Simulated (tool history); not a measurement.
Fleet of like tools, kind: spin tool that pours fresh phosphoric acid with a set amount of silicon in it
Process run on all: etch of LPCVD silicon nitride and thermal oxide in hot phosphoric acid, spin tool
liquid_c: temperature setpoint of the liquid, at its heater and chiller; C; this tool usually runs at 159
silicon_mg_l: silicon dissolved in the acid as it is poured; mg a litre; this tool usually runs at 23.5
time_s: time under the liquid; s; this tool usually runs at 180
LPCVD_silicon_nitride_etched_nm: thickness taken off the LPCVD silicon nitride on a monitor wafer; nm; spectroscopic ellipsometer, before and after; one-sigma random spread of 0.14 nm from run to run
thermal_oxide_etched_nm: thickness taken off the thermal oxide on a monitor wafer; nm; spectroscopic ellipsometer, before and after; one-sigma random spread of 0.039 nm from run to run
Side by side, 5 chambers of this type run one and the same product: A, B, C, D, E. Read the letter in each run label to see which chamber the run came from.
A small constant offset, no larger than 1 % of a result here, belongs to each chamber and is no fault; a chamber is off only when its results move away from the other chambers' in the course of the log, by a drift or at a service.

| run | day | liquid_c | silicon_mg_l | time_s | read-back film thickness of the LPCVD silicon nitride reference wafer, read on the same gauge (nm) | read-back film thickness of the thermal oxide reference wafer, read on the same gauge (nm) | LPCVD_silicon_nitride_etched_nm | thermal_oxide_etched_nm |
|---|---|---|---|---|---|---|---|---|
| 1D | 0.383 | 159 | 23.5 | 180 | 150.01 | 129.98 | 15.033 | 0.29773 |
| 2E | 0.846 | 159 | 23.5 | 180 | 150.00 | 130.04 | 15.174 | 0.27018 |
| 3A | 1.062 | 159 | 23.5 | 180 | 150.02 | 129.98 | 15.375 | 0.31304 |
| 4B | 1.288 | 159 | 23.5 | 180 | 150.02 | 129.96 | 15.075 | 0.26280 |
| 5C | 1.692 | 159 | 23.5 | 180 | 150.03 | 129.98 | 15.004 | 0.29285 |
| 6B | 2.154 | 159 | 23.5 | 180 | 150.01 | 130.00 | 15.128 | 0.34490 |
| 7E | 2.512 | 159 | 23.5 | 180 | 149.97 | 130.02 | 14.970 | 0.29506 |
| 8C | 2.954 | 159 | 23.5 | 180 | 149.99 | 130.02 | 14.954 | 0.25629 |
| 9D | 3.200 | 159 | 23.5 | 180 | 149.99 | 129.99 | 15.204 | 0.33502 |
| 10A | 3.496 | 159 | 23.5 | 180 | 150.02 | 130.01 | 15.187 | 0.26573 |
| 11D | 3.788 | 159 | 23.5 | 180 | 149.97 | 130.01 | 15.080 | 0.29898 |
| 12A | 4.246 | 159 | 23.5 | 180 | 150.02 | 130.00 | 14.936 | 0.33328 |
| 13C | 4.633 | 159 | 23.5 | 180 | 150.01 | 130.01 | 14.996 | 0.30476 |
| 14B | 5.075 | 159 | 23.5 | 180 | 150.00 | 130.00 | 14.739 | 0.27556 |
| 15E | 5.542 | 159 | 23.5 | 180 | 149.99 | 129.96 | 15.354 | 0.30724 |
| 16D | 6.017 | 159 | 23.5 | 180 | 150.01 | 130.01 | 15.212 | 0.33471 |
|  | 6.288 | chamber B: dissolved silicon flow meter replaced |
| 17C | 6.479 | 159 | 23.5 | 180 | 150.03 | 130.00 | 15.114 | 0.25211 |
| 18B | 6.833 | 159 | 23.5 | 180 | 150.01 | 129.99 | 14.405 | 0.30340 |
| 19A | 7.258 | 159 | 39.0 | 180 | 150.03 | 129.98 | 15.038 | 0.16741 |
| 20E | 7.512 | 159 | 39.0 | 180 | 149.99 | 129.98 | 15.147 | 0.10515 |
| 21B | 7.808 | 159 | 39.0 | 180 | 149.97 | 129.99 | 14.178 | 0.13788 |
| 22C | 8.262 | 159 | 39.0 | 180 | 149.95 | 129.99 | 14.909 | 0.13738 |
| 23A | 8.538 | 159 | 39.0 | 180 | 149.98 | 129.99 | 14.827 | 0.16389 |
| 24E | 8.971 | 159 | 23.5 | 180 | 149.98 | 130.00 | 14.983 | 0.25865 |
| 25D | 9.358 | 159 | 23.5 | 180 | 150.02 | 129.97 | 15.156 | 0.21446 |
| 26C | 9.721 | 159 | 23.5 | 180 | 149.98 | 130.00 | 14.929 | 0.32397 |
| 27D | 10.138 | 159 | 16.0 | 180 | 150.00 | 129.98 | 15.110 | 0.36658 |
| 28B | 10.442 | 159 | 16.0 | 180 | 149.95 | 129.98 | 13.957 | 0.30818 |
| 29A | 10.742 | 159 | 16.0 | 180 | 150.00 | 130.00 | 15.043 | 0.36770 |
| 30E | 11.129 | 159 | 16.0 | 180 | 150.04 | 130.02 | 15.101 | 0.27166 |
| 31E | 11.475 | 159 | 16.0 | 180 | 149.98 | 130.03 | 14.918 | 0.26837 |
| 32B | 11.750 | 159 | 23.5 | 180 | 149.99 | 130.04 | 13.514 | 0.21659 |

What goes on in this fleet: one chamber off, a drifting gauge, or nothing beyond the chambers' own small offsets? Name the chamber and the cause, if any.

One chamber, B, drifts off from the rest bit by bit.
What lies behind it: temperature lost on the way to the wafer (K) = 3.29.

Here are 4 candidates for chamber B's next run, each the usual settings with a change, their results left as question marks. Which one brings its results back in line with what the others give on the usual settings?
To be in line, a result may differ from the other chambers' mean on the usual settings by at most: LPCVD_silicon_nitride_etched_nm 0.480 nm; thermal_oxide_etched_nm 0.14000 nm
| 33B-1 | 12.100 | 159 | 20.0 | 200 |  |  | ? | ? |
| 33B-2 | 12.100 | 159 | 27.0 | 160 |  |  | ? | ? |
| 33B-3 | 12.100 | 159 | 22.0 | 190 |  |  | ? | ? |
| 33B-4 | 12.100 | 159 | 25.0 | 170 |  |  | ? | ? |

On the usual settings, the other chambers give on average: LPCVD_silicon_nitride_etched_nm 15.105 nm; thermal_oxide_etched_nm 0.27299 nm
| run | LPCVD_silicon_nitride_etched_nm | thermal_oxide_etched_nm |
|---|---|---|
| 33B-1 | 14.892 | 0.29080 |
| 33B-2 | 11.914 | 0.18611 |
| 33B-3 | 14.147 | 0.26047 |
| 33B-4 | 12.658 | 0.21187 |
33B-1 is the one that brings the chamber's results back in line with the other chambers.
